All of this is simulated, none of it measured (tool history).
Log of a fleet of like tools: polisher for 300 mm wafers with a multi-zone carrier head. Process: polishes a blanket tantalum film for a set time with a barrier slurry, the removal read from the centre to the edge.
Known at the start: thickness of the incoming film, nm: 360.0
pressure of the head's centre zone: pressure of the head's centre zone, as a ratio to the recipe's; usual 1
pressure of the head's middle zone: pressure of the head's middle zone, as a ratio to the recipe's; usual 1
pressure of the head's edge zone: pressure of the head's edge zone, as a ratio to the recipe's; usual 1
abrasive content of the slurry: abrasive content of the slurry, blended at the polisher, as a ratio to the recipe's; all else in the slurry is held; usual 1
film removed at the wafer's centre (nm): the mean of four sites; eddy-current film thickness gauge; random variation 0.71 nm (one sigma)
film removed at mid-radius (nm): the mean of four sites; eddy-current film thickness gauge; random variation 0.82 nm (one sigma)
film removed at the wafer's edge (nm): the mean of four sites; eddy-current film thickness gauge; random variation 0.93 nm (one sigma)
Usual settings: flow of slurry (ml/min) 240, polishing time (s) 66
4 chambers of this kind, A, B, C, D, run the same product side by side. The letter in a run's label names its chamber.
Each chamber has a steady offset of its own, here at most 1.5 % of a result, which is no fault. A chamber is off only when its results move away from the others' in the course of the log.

run,day,flow of slurry (ml/min),pressure of the head's centre zone,pressure of the head's middle zone,pressure of the head's edge zone,abrasive content of the slurry,polishing time (s),film removed at the wafer's centre (nm),film removed at mid-radius (nm),film removed at the wafer's edge (nm)
# day 0.233: chamber B: worn pad replaced by a new one
# day 0.25: chamber C: worn pad replaced by a new one
1D,0.254,240,1,1,1,1,66,64.893,63.06,62.881
2A,0.542,240,1,1,1,1,66,63.316,62.722,63.917
# day 0.554: chamber A: worn pad replaced by a new one
3B,0.712,240,1,1,1,1,66,63.848,63.006,62.282
# day 0.95: chamber D: worn pad replaced by a new one
4C,1.004,240,1,1,1,1,66,63.276,63.809,62.21
5A,1.188,240,1,1,1,1,66,63.352,62.498,64.798
6C,1.375,240,1,1,1,1,66,64.182,64.952,62.664
7B,1.604,240,1,1,0.9,1,66,64.595,62.787,60.427
8D,1.758,240,1,1,0.9,1,66,63.324,64.054,60.671
9A,2.058,240,1,1,0.9,1,66,63.943,62.947,59.783
# day 2.317: chamber A: worn pad replaced by a new one
10D,2.342,240,1,1,0.9,1,66,62.687,62.475,59.194
11B,2.608,240,1,1,1,1,66,64.269,62.726,63.715
# day 2.692: chamber C: centre zone pressure recalibrated
12C,2.779,240,1,1,1,1,47,44.17,45.989,44.568
13C,2.954,240,1,1,1,1,47,44.311,45.984,46.008
# day 3.142: chamber B: worn pad replaced by a new one
14D,3.167,240,1,1,1,1,47,45.355,45.02,46.746
15B,3.329,240,1,1,1,1,47,44.566,45.007,45.22
# day 3.542: chamber B: centre zone pressure recalibrated
16A,3.642,240,1,1,1,1,66,63.336,63.309,63.255
17A,3.783,240,1,1,1,1,66,63.64,62.657,64.989
# day 3.946: chamber A: worn pad replaced by a new one
18B,4.017,240,1,1,1,1,66,62.85,63.377,62.734
19D,4.308,240,1,1,1,1,66,65.191,64.08,64.507
# day 4.362: chamber D: worn pad replaced by a new one
20C,4.562,240,1,1,1,1,66,62.712,63.397,63.894
21B,4.875,240,1,1,1,1,66,62.602,61.735,61.746
22A,5.133,295,1,1,1,1,66,64.908,63.863,65.183
23D,5.317,295,1,1,1,1,66,66.312,64.633,63.95
# day 5.417: chamber C: worn pad replaced by a new one
24C,5.629,295,1,1,1,1,66,65.057,64.608,65.487
25C,5.775,295,1,1,1,1,66,65.599,63.836,65.103
# day 5.912: chamber A: worn pad replaced by a new one
26A,6.025,240,1,1,1,1,66,62.13,62.89,63.905
# day 6.146: chamber B: worn pad replaced by a new one
27D,6.229,240,1,1,1,1,66,68.158,63.503,65.207
28B,6.488,240,1,1,1,1,49,46.481,47.068,47.163
# day 6.717: chamber A: edge zone pressure recalibrated
29B,6.758,240,1,1,1,1,49,45.918,46.314,47.214
30D,6.983,240,1,1,1,1,49,50.546,46.906,46.526
31A,7.279,240,1,1,1,1,49,46.546,45.574,47.734
32C,7.429,240,1,1,1.11,1,66,61.924,64.274,69.258
33D,7.704,240,1,1,1.11,1,66,69.439,62.273,68.034
# day 7.833: chamber A: worn pad replaced by a new one
34C,7.925,240,1,1,1.11,1,66,62.567,63.79,67.232
35B,8.092,240,1,1,1.11,1,66,62.33,63.088,68.12
36A,8.317,240,1,1,1,1,66,63.462,62.255,64.597
37C,8.508,240,1,1,1,1,66,63.183,64.893,64.067
38B,8.646,240,1,1,1,1,66,64.126,63.346,61.662

All 4 chambers run these settings next. Forecast each chamber's results:
39A,8.871,240,1,1,0.93,1,66,?,?,?
39B,8.871,240,1,1,0.93,1,66,?,?,?
39C,8.871,240,1,1,0.93,1,66,?,?,?
39D,8.871,240,1,1,0.93,1,66,?,?,?

run,film removed at the wafer's centre (nm),film removed at mid-radius (nm),film removed at the wafer's edge (nm)
39A,62.887,62.006,61.785
39B,62.501,61.604,61.235
39C,61.733,64.575,61.634
39D,73.487,64.102,61.936

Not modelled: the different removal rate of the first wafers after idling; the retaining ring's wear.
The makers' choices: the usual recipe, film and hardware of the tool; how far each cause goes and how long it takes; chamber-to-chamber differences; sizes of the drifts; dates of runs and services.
